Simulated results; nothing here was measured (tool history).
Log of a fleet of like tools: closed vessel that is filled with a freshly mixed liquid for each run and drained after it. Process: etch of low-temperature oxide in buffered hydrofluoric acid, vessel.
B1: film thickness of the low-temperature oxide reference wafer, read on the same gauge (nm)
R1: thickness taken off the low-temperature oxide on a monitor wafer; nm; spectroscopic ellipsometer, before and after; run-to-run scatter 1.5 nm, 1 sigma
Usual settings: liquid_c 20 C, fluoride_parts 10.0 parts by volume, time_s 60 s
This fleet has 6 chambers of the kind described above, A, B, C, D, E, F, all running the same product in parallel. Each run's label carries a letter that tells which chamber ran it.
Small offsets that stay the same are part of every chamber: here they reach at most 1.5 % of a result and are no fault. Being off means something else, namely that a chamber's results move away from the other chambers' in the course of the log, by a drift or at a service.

Run 1D, hour 6.8: usual settings; B1 99.996. Result: R1 152.33 nm.
Run 2B, hour 13.8: usual settings; B1 100.030. Result: R1 150.81 nm.
Run 3F, hour 18.2: usual settings; B1 100.000. Result: R1 150.37 nm.
Run 4C, hour 23.0: usual settings; B1 100.030. Result: R1 151.28 nm.
Run 5A, hour 30.1: usual settings; B1 99.998. Result: R1 150.16 nm.
Run 6E, hour 36.6: usual settings; B1 99.942. Result: R1 151.23 nm.
Run 7E, hour 41.7: usual settings; B1 99.977. Result: R1 146.83 nm.
Run 8D, hour 48.4: usual settings; B1 99.986. Result: R1 152.18 nm.
Run 9B, hour 54.9: usual settings; B1 100.000. Result: R1 148.59 nm.
Run 10A, hour 60.7: usual settings; B1 100.000. Result: R1 151.67 nm.
Run 11C, hour 64.1: usual settings; B1 99.981. Result: R1 153.52 nm.
Run 12F, hour 68.5: usual settings; B1 100.020. Result: R1 150.98 nm.
Run 13C, hour 73.2: usual settings; B1 99.943. Result: R1 151.74 nm.
Run 14B, hour 78.2: usual settings but fluoride_parts 6.5 parts by volume, time_s 30 s; B1 100.030. Result: R1 110.32 nm.
Run 15A, hour 84.2: usual settings but fluoride_parts 6.5 parts by volume, time_s 30 s; B1 99.967. Result: R1 112.64 nm.
Run 16F, hour 91.5: usual settings but fluoride_parts 6.5 parts by volume, time_s 30 s; B1 99.978. Result: R1 111.27 nm.
Run 17D, hour 97.3: usual settings but fluoride_parts 6.5 parts by volume, time_s 30 s; B1 100.050. Result: R1 112.66 nm.
Run 18E, hour 101.7: usual settings but fluoride_parts 6.5 parts by volume, time_s 30 s; B1 99.950. Result: R1 113.40 nm.
Run 19E, hour 107.0: usual settings but fluoride_parts 6.5 parts by volume, time_s 30 s; B1 100.000. Result: R1 114.16 nm.
Run 20C, hour 114.1: usual settings; B1 100.020. Result: R1 152.66 nm.
Run 21D, hour 117.9: usual settings; B1 100.020. Result: R1 154.08 nm.
Run 22B, hour 124.6: usual settings; B1 99.981. Result: R1 147.60 nm.
At hour 127.7: chamber C: hydrofluoric acid flow meter replaced.
Run 23F, hour 131.1: usual settings but fluoride_parts 6.5 parts by volume; B1 100.010. Result: R1 223.71 nm.
Run 24A, hour 134.5: usual settings but fluoride_parts 6.5 parts by volume; B1 100.010. Result: R1 223.74 nm.
Run 25B, hour 141.4: usual settings but fluoride_parts 6.5 parts by volume; B1 99.993. Result: R1 215.38 nm.
At hour 147.2: chamber F: thermometer replaced.
Run 26C, hour 148.8: usual settings but fluoride_parts 6.5 parts by volume; B1 100.020. Result: R1 222.46 nm.
Run 27E, hour 153.4: usual settings but fluoride_parts 6.5 parts by volume; B1 99.994. Result: R1 227.83 nm.
Run 28D, hour 157.0: usual settings but fluoride_parts 6.5 parts by volume; B1 100.020. Result: R1 228.36 nm.
Run 29A, hour 160.9: usual settings; B1 99.979. Result: R1 150.50 nm.
Run 30F, hour 166.3: usual settings; B1 100.000. Result: R1 152.43 nm.
Run 31F, hour 172.0: usual settings; B1 99.974. Result: R1 152.87 nm.
Run 32E, hour 179.5: usual settings; B1 100.030. Result: R1 152.34 nm.
Run 33A, hour 184.2: usual settings but fluoride_parts 6.5 parts by volume; B1 99.981. Result: R1 226.62 nm.
Run 34D, hour 191.0: usual settings but fluoride_parts 6.5 parts by volume; B1 100.020. Result: R1 227.65 nm.
Run 35C, hour 196.2: usual settings but fluoride_parts 6.5 parts by volume; B1 99.957. Result: R1 221.10 nm.
Run 36B, hour 200.0: usual settings but fluoride_parts 6.5 parts by volume; B1 99.980. Result: R1 207.54 nm.
Run 37B, hour 205.0: usual settings but fluoride_parts 6.5 parts by volume; B1 99.983. Result: R1 207.32 nm.
Run 38D, hour 210.3: usual settings but fluoride_parts 6.5 parts by volume; B1 100.020. Result: R1 230.18 nm.
Run 39F, hour 214.3: usual settings; B1 99.985. Result: R1 150.59 nm.
Run 40A, hour 218.5: usual settings but liquid_c 17 C; B1 99.960. Result: R1 125.44 nm.

One chamber off, gauge drift, or nothing amiss beyond the chambers' own small offsets? If it is a chamber, which one, and what is the likeliest cause?

One chamber, B, drifts off from the rest bit by bit.
Most likely cause: hydrofluoric acid flow below the setpoint (%) = 10.9.
It could be hard to tell apart here from: liquid colder than its thermometer reads (K).

Which of the 4 candidates below, each the usual settings with something changed and its results left as question marks, puts chamber B back in line with what the other chambers give on the usual settings?
In line here means within this much of the mean the other chambers give on the usual settings: R1 5.20 nm
Run 41B-1, hour 223.8: usual settings but liquid_c 19.5 C, time_s 55 s. Result: R1 ?.
Run 41B-2, hour 223.8: usual settings but liquid_c 19.5 C, time_s 50 s. Result: R1 ?.
Run 41B-3, hour 223.8: usual settings but liquid_c 20.5 C, time_s 65 s. Result: R1 ?.
Run 41B-4, hour 223.8: usual settings but liquid_c 23.5 C. Result: R1 ?.

Mean of the other chambers on the usual settings: R1 151.23 nm
  run      R1
41B-1  120.66
41B-2  109.69
41B-3  150.64
41B-4  163.77
41B-3 puts the chamber back in line with the other chambers.

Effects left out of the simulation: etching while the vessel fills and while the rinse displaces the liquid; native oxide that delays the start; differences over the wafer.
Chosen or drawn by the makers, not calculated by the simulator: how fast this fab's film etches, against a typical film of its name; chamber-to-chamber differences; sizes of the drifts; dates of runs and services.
